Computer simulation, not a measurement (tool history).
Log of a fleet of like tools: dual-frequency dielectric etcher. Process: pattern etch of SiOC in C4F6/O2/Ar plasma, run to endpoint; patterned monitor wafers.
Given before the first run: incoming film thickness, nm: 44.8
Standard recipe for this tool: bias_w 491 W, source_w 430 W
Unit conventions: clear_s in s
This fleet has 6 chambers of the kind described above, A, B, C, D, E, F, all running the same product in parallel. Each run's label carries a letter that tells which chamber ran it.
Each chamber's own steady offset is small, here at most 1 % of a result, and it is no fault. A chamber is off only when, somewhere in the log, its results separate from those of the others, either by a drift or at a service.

{"run": "1B", "hour": 6.6, "bias_w": 491, "source_w": 430, "clear_s": 14.759}
{"run": "2E", "hour": 12.8, "bias_w": 491, "source_w": 430, "clear_s": 14.801}
{"run": "3F", "hour": 16.9, "bias_w": 491, "source_w": 430, "clear_s": 14.797}
{"run": "4C", "hour": 20.4, "bias_w": 491, "source_w": 430, "clear_s": 14.776}
{"run": "5A", "hour": 24.3, "bias_w": 491, "source_w": 430, "clear_s": 14.833}
{"run": "6D", "hour": 27.9, "bias_w": 550, "source_w": 320, "clear_s": 15.849}
{"run": "7A", "hour": 35.0, "bias_w": 550, "source_w": 320, "clear_s": 15.837}
{"hour": 35.6, "done": "chamber A: wet clean of the chamber"}
{"run": "8F", "hour": 40.6, "bias_w": 550, "source_w": 320, "clear_s": 15.763}
{"run": "9D", "hour": 45.7, "bias_w": 550, "source_w": 320, "clear_s": 15.88}
{"run": "10C", "hour": 49.7, "bias_w": 550, "source_w": 320, "clear_s": 15.863}
{"run": "11E", "hour": 53.8, "bias_w": 550, "source_w": 320, "clear_s": 15.654}
{"run": "12B", "hour": 59.6, "bias_w": 491, "source_w": 430, "clear_s": 14.71}
{"run": "13D", "hour": 66.4, "bias_w": 491, "source_w": 430, "clear_s": 14.835}
{"run": "14A", "hour": 72.3, "bias_w": 542, "source_w": 360, "clear_s": 15.387}
{"run": "15C", "hour": 77.7, "bias_w": 542, "source_w": 360, "clear_s": 15.202}
{"run": "16E", "hour": 83.7, "bias_w": 542, "source_w": 360, "clear_s": 15.084}
{"hour": 84.1, "done": "chamber C: wet clean of the chamber"}
{"run": "17B", "hour": 87.7, "bias_w": 542, "source_w": 360, "clear_s": 15.133}
{"run": "18F", "hour": 93.7, "bias_w": 542, "source_w": 360, "clear_s": 15.107}
{"run": "19E", "hour": 97.3, "bias_w": 542, "source_w": 360, "clear_s": 15.18}
{"run": "20A", "hour": 102.6, "bias_w": 491, "source_w": 430, "clear_s": 14.855}
{"run": "21F", "hour": 107.9, "bias_w": 380, "source_w": 430, "clear_s": 16.155}
{"run": "22D", "hour": 113.4, "bias_w": 380, "source_w": 430, "clear_s": 16.293}
{"run": "23C", "hour": 117.5, "bias_w": 380, "source_w": 430, "clear_s": 16.26}
{"run": "24B", "hour": 121.0, "bias_w": 380, "source_w": 430, "clear_s": 16.348}
{"run": "25A", "hour": 127.2, "bias_w": 380, "source_w": 430, "clear_s": 16.339}
{"run": "26C", "hour": 133.5, "bias_w": 380, "source_w": 430, "clear_s": 16.347}
{"run": "27F", "hour": 139.0, "bias_w": 491, "source_w": 430, "clear_s": 14.78}
{"run": "28D", "hour": 146.1, "bias_w": 491, "source_w": 430, "clear_s": 14.821}
{"run": "29B", "hour": 153.6, "bias_w": 491, "source_w": 430, "clear_s": 14.911}
{"run": "30E", "hour": 160.5, "bias_w": 401, "source_w": 480, "clear_s": 15.254}
{"run": "31F", "hour": 167.5, "bias_w": 401, "source_w": 480, "clear_s": 15.186}
{"run": "32E", "hour": 174.6, "bias_w": 401, "source_w": 480, "clear_s": 15.26}
{"run": "33A", "hour": 178.1, "bias_w": 401, "source_w": 480, "clear_s": 15.293}
{"run": "34C", "hour": 181.9, "bias_w": 401, "source_w": 480, "clear_s": 15.298}
{"run": "35B", "hour": 185.5, "bias_w": 401, "source_w": 480, "clear_s": 15.635}
{"run": "36D", "hour": 189.9, "bias_w": 491, "source_w": 430, "clear_s": 14.909}
{"run": "37D", "hour": 194.6, "bias_w": 491, "source_w": 430, "clear_s": 14.766}
{"run": "38E", "hour": 201.3, "bias_w": 491, "source_w": 430, "clear_s": 14.837}
{"run": "39C", "hour": 208.9, "bias_w": 491, "source_w": 430, "clear_s": 14.79}
{"run": "40A", "hour": 215.7, "bias_w": 491, "source_w": 430, "clear_s": 14.895}
{"hour": 215.9, "done": "chamber E: wet clean of the chamber"}
{"run": "41F", "hour": 220.7, "bias_w": 491, "source_w": 430, "clear_s": 14.738}
{"run": "42B", "hour": 225.5, "bias_w": 605, "source_w": 430, "clear_s": 14.238}
{"run": "43C", "hour": 231.6, "bias_w": 605, "source_w": 430, "clear_s": 13.704}
{"run": "44E", "hour": 236.6, "bias_w": 605, "source_w": 430, "clear_s": 13.606}

The same settings go to every chamber for the next run, one line per chamber below. Forecast the results for each:
{"run": "45A", "hour": 242.0, "bias_w": 491, "source_w": 430, "clear_s": "?"}
{"run": "45B", "hour": 242.0, "bias_w": 491, "source_w": 430, "clear_s": "?"}
{"run": "45C", "hour": 242.0, "bias_w": 491, "source_w": 430, "clear_s": "?"}
{"run": "45D", "hour": 242.0, "bias_w": 491, "source_w": 430, "clear_s": "?"}
{"run": "45E", "hour": 242.0, "bias_w": 491, "source_w": 430, "clear_s": "?"}
{"run": "45F", "hour": 242.0, "bias_w": 491, "source_w": 430, "clear_s": "?"}

run=45A clear_s=14.865
run=45B clear_s=15.339
run=45C clear_s=14.805
run=45D clear_s=14.853
run=45E clear_s=14.748
run=45F clear_s=14.624

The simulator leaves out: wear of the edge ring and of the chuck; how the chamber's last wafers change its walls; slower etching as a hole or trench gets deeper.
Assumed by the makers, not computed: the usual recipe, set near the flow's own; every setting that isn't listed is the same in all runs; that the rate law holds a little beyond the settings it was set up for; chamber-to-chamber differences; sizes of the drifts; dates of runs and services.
